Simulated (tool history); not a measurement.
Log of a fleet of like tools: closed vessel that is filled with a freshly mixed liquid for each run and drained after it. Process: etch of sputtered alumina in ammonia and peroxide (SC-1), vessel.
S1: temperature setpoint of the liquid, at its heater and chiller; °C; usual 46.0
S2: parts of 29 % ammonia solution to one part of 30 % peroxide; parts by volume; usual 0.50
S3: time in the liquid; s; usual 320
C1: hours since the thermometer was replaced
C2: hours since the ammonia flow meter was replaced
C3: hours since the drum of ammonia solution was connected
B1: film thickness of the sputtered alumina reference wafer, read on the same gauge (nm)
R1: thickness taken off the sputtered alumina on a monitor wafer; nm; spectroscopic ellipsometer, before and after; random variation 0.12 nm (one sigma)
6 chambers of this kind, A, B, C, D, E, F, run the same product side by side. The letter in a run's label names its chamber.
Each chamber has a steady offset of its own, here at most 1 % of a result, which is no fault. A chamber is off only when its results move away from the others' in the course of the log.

| run | hour | S1 | S2 | S3 | C1 | C2 | C3 | B1 | R1 |
|---|---|---|---|---|---|---|---|---|---|
|  | 7.0 | chamber B: new drum of ammonia solution connected |
| 1F | 8.7 | 46.0 | 0.50 | 320 | 2621.9 | 996.1 | 96.3 | 130.00 | 12.7880 |
| 2C | 18.1 | 46.0 | 0.50 | 320 | 743.5 | 142.5 | 536.6 | 130.00 | 12.6380 |
| 3E | 24.1 | 46.0 | 0.50 | 320 | 72.1 | 35.7 | 416.2 | 129.98 | 12.9570 |
| 4B | 32.4 | 46.0 | 0.50 | 320 | 1610.8 | 910.0 | 25.4 | 130.00 | 12.7800 |
|  | 35.7 | chamber D: new drum of ammonia solution connected |
| 5A | 40.3 | 46.0 | 0.50 | 320 | 1242.5 | 436.9 | 852.3 | 130.00 | 13.0640 |
| 6D | 49.8 | 46.0 | 0.50 | 320 | 951.9 | 248.1 | 14.2 | 130.00 | 12.6400 |
| 7B | 56.6 | 46.0 | 0.50 | 320 | 1635.0 | 934.2 | 49.6 | 129.99 | 12.8300 |
| 8C | 61.5 | 46.0 | 0.50 | 320 | 786.9 | 185.9 | 580.0 | 130.00 | 12.8000 |
| 9D | 66.2 | 46.0 | 0.50 | 320 | 968.3 | 264.5 | 30.6 | 130.00 | 12.6430 |
| 10F | 76.7 | 46.0 | 0.65 | 320 | 2689.9 | 1064.1 | 164.3 | 129.99 | 13.3550 |
| 11A | 85.7 | 46.0 | 0.65 | 320 | 1287.9 | 482.3 | 897.7 | 130.01 | 13.2660 |
| 12E | 91.0 | 46.0 | 0.65 | 320 | 139.0 | 102.6 | 483.1 | 130.00 | 12.8280 |
| 13E | 100.8 | 46.0 | 0.65 | 320 | 148.8 | 112.4 | 492.9 | 130.00 | 13.1410 |
|  | 107.7 | chamber C: thermometer replaced |
| 14D | 110.1 | 46.0 | 0.65 | 320 | 1012.2 | 308.4 | 74.5 | 130.00 | 12.8350 |
|  | 116.6 | chamber A: new drum of ammonia solution connected |
| 15C | 116.6 | 46.0 | 0.65 | 320 | 8.9 | 241.0 | 635.1 | 129.99 | 13.2240 |
| 16F | 124.1 | 46.0 | 0.50 | 320 | 2737.3 | 1111.5 | 211.7 | 130.00 | 13.0650 |
| 17B | 133.4 | 46.0 | 0.50 | 320 | 1711.8 | 1011.0 | 126.4 | 130.01 | 12.8820 |
| 18A | 142.6 | 46.0 | 0.50 | 320 | 1344.8 | 539.2 | 26.0 | 129.99 | 12.6790 |
|  | 145.9 | chamber F: ammonia flow meter replaced |
| 19D | 152.5 | 46.0 | 0.50 | 320 | 1054.6 | 350.8 | 116.9 | 129.99 | 12.6860 |
| 20A | 163.0 | 46.0 | 0.50 | 320 | 1365.2 | 559.6 | 46.4 | 130.00 | 12.6650 |
| 21E | 169.4 | 46.0 | 0.50 | 320 | 217.4 | 181.0 | 561.5 | 129.99 | 12.9630 |
| 22F | 174.3 | 46.0 | 0.50 | 320 | 2787.5 | 28.4 | 261.9 | 130.00 | 12.9970 |
| 23C | 180.7 | 46.0 | 0.50 | 320 | 73.0 | 305.1 | 699.2 | 130.01 | 12.8690 |
| 24B | 186.7 | 46.0 | 0.50 | 320 | 1765.1 | 1064.3 | 179.7 | 129.98 | 12.8880 |
| 25B | 191.9 | 46.0 | 0.50 | 320 | 1770.3 | 1069.5 | 184.9 | 130.00 | 12.8620 |
| 26F | 202.2 | 46.0 | 0.50 | 320 | 2815.4 | 56.3 | 289.8 | 129.97 | 12.9720 |
|  | 204.9 | chamber F: new drum of ammonia solution connected |
| 27D | 207.0 | 46.0 | 0.50 | 320 | 1109.1 | 405.3 | 171.4 | 130.02 | 12.8750 |
| 28C | 216.9 | 46.0 | 0.50 | 320 | 109.2 | 341.3 | 735.4 | 130.00 | 12.9070 |
| 29E | 223.9 | 41.5 | 0.50 | 140 | 271.9 | 235.5 | 616.0 | 129.99 | 4.3442 |
| 30A | 230.8 | 41.5 | 0.50 | 140 | 1433.0 | 627.4 | 114.2 | 130.00 | 4.1734 |
| 31A | 236.7 | 41.5 | 0.50 | 140 | 1438.9 | 633.3 | 120.1 | 130.00 | 4.1291 |
| 32D | 245.8 | 41.5 | 0.50 | 140 | 1147.9 | 444.1 | 210.2 | 130.01 | 4.3019 |
| 33F | 253.3 | 41.5 | 0.50 | 140 | 2866.5 | 107.4 | 48.5 | 129.99 | 4.3187 |
| 34C | 262.6 | 41.5 | 0.50 | 140 | 154.9 | 387.0 | 781.1 | 130.00 | 4.3474 |
| 35E | 268.6 | 46.0 | 0.50 | 320 | 316.6 | 280.2 | 660.7 | 129.99 | 12.8580 |
| 36B | 276.3 | 46.0 | 0.50 | 320 | 1854.7 | 1153.9 | 269.3 | 130.01 | 12.7950 |
| 37F | 284.5 | 46.0 | 0.50 | 320 | 2897.7 | 138.6 | 79.7 | 130.02 | 12.9040 |
| 38E | 293.6 | 46.0 | 0.50 | 320 | 341.6 | 305.2 | 685.7 | 129.98 | 12.8700 |
| 39D | 302.3 | 46.0 | 0.50 | 320 | 1204.4 | 500.6 | 266.7 | 130.00 | 12.6580 |
| 40B | 307.2 | 46.0 | 0.50 | 320 | 1885.6 | 1184.8 | 300.2 | 130.01 | 13.1740 |

Next, every chamber runs the same settings. What will each give?
| 41A | 314.8 | 46.0 | 0.50 | 320 |  |  |  |  | ? |
| 41B | 314.8 | 46.0 | 0.50 | 320 |  |  |  |  | ? |
| 41C | 314.8 | 46.0 | 0.50 | 320 |  |  |  |  | ? |
| 41D | 314.8 | 46.0 | 0.50 | 320 |  |  |  |  | ? |
| 41E | 314.8 | 46.0 | 0.50 | 320 |  |  |  |  | ? |
| 41F | 314.8 | 46.0 | 0.50 | 320 |  |  |  |  | ? |

| run | R1 |
|---|---|
| 41A | 11.7170 |
| 41B | 12.6010 |
| 41C | 12.8730 |
| 41D | 12.8050 |
| 41E | 12.6480 |
| 41F | 13.0710 |
